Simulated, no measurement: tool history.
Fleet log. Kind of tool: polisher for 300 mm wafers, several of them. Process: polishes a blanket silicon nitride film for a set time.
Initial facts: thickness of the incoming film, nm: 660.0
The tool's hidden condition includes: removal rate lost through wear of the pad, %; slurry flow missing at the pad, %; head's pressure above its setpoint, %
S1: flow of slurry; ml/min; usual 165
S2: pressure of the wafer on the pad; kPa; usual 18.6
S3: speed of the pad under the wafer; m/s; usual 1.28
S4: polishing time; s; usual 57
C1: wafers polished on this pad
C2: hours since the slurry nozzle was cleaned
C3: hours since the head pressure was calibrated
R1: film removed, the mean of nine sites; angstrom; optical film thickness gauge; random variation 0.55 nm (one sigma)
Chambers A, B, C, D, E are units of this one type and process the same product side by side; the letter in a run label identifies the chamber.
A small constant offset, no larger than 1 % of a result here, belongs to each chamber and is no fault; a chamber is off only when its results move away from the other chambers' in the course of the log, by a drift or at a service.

run	hour	S1	S2	S3	S4	C1	C2	C3	R1
# hour 3.0: chamber C: worn pad replaced by a new one
1C	9.4	165	18.6	1.28	57	50	44.3	129.5	836.87
# hour 17.5: chamber A: slurry nozzle cleaned
2B	18.7	165	18.6	1.28	57	1122	272.4	306.8	838.68
# hour 19.5: chamber A: worn pad replaced by a new one
# hour 20.6: chamber D: worn pad replaced by a new one
3E	30.0	165	18.6	1.28	57	1031	109.6	233.6	832.14
# hour 40.9: chamber B: slurry nozzle cleaned
4A	43.2	165	18.6	1.28	57	185	25.8	131.2	835.80
5D	57.6	165	18.6	1.28	57	289	235.5	111.0	849.17
# hour 61.8: chamber E: worn pad replaced by a new one
6B	67.9	165	18.6	1.28	57	1506	27.0	356.0	853.60
7D	81.9	165	18.6	0.94	57	478	259.8	135.3	656.45
# hour 83.2: chamber B: worn pad replaced by a new one
# hour 89.3: chamber C: worn pad replaced by a new one
8C	89.6	165	18.6	0.94	57	2	124.5	209.7	662.59
9A	99.1	165	18.6	0.94	57	621	81.7	187.1	651.24
10E	111.2	165	18.6	0.94	57	385	190.8	314.8	651.78
# hour 120.0: chamber D: worn pad replaced by a new one
11D	121.4	165	18.6	0.94	57	11	299.3	174.8	660.36
12B	129.6	165	15.2	0.90	57	362	88.7	417.7	526.00
13E	141.6	165	15.2	0.90	57	622	221.2	345.2	514.97
14A	148.4	165	15.2	0.90	57	1006	131.0	236.4	517.18
15C	160.6	165	15.2	0.90	57	556	195.5	280.7	511.34
16B	167.3	165	15.2	0.90	57	656	126.4	455.4	523.04
17D	177.1	165	18.6	1.28	57	446	355.0	230.5	850.86
# hour 187.0: chamber C: worn pad replaced by a new one
18E	188.6	165	18.6	1.28	57	989	268.2	392.2	835.94
19C	197.9	165	18.6	1.28	57	85	232.8	318.0	841.64
# hour 200.2: chamber A: head pressure recalibrated
20A	206.0	165	18.6	1.28	57	1455	188.6	5.9	837.56
# hour 216.0: chamber D: worn pad replaced by a new one
21D	218.6	165	18.6	1.28	57	20	396.5	272.0	840.97
# hour 226.8: chamber A: worn pad replaced by a new one
# hour 229.8: chamber E: worn pad replaced by a new one
22B	231.3	165	18.6	1.28	57	1156	190.4	519.4	844.08
# hour 235.8: chamber E: head pressure recalibrated
23E	243.4	165	18.6	1.28	57	106	323.0	7.6	913.80
24C	256.6	165	18.6	1.28	57	543	291.5	376.7	834.11
25A	270.6	165	18.6	0.94	70	342	253.2	70.5	795.87
# hour 280.1: chamber A: slurry nozzle cleaned
26D	281.1	165	18.6	0.94	70	508	459.0	334.5	811.15
# hour 288.3: chamber C: worn pad replaced by a new one
27C	290.2	165	18.6	0.94	70	15	325.1	410.3	807.77
# hour 290.3: chamber B: worn pad replaced by a new one
# hour 296.7: chamber D: worn pad replaced by a new one
28B	299.3	165	18.6	0.94	70	70	258.4	587.4	817.01
29A	308.2	165	18.6	0.94	70	635	28.1	108.1	804.61
# hour 317.2: chamber D: head pressure recalibrated
30E	321.4	165	18.6	1.28	57	715	401.0	85.6	910.60
# hour 324.5: chamber B: slurry nozzle cleaned
31A	335.7	165	18.6	1.28	57	850	55.6	135.6	833.63
32B	346.7	130	18.6	1.28	57	440	22.2	634.8	815.78
33D	360.6	130	18.6	1.28	57	499	538.5	43.4	806.20
# hour 373.8: chamber C: worn pad replaced by a new one
34C	375.0	130	18.6	1.28	57	9	409.9	495.1	808.37
35E	382.5	130	18.6	1.28	57	1192	462.1	146.7	877.30
# hour 386.3: chamber D: worn pad replaced by a new one
36B	390.8	130	18.6	1.28	57	784	66.3	678.9	802.08
# hour 392.7: chamber A: worn pad replaced by a new one
# hour 392.8: chamber E: worn pad replaced by a new one
37D	397.8	165	18.6	1.28	57	90	575.7	80.6	838.30
# hour 408.8: chamber C: slurry nozzle cleaned
38C	409.7	165	18.6	1.28	75	280	0.9	529.8	1108.40
39A	423.9	165	18.6	1.28	75	243	143.8	223.8	1096.40
40E	430.5	165	18.6	1.28	75	294	510.1	194.7	1213.20
41D	438.6	165	18.6	1.28	75	408	616.5	121.4	1122.60
42E	450.0	165	18.6	1.28	75	447	529.6	214.2	1203.90
43A	459.8	165	23.4	1.28	57	524	179.7	259.7	1060.60
# hour 472.1: chamber B: worn pad replaced by a new one
44B	472.9	165	23.4	1.28	57	6	148.4	761.0	1059.60

For the next run the whole fleet of 5 chambers uses the same settings. Give each chamber's results:
45A	483.3	165	15.2	1.28	57				?
45B	483.3	165	15.2	1.28	57				?
45C	483.3	165	15.2	1.28	57				?
45D	483.3	165	15.2	1.28	57				?
45E	483.3	165	15.2	1.28	57				?

run	R1
45A	683.88
45B	682.45
45C	685.50
45D	680.48
45E	745.38
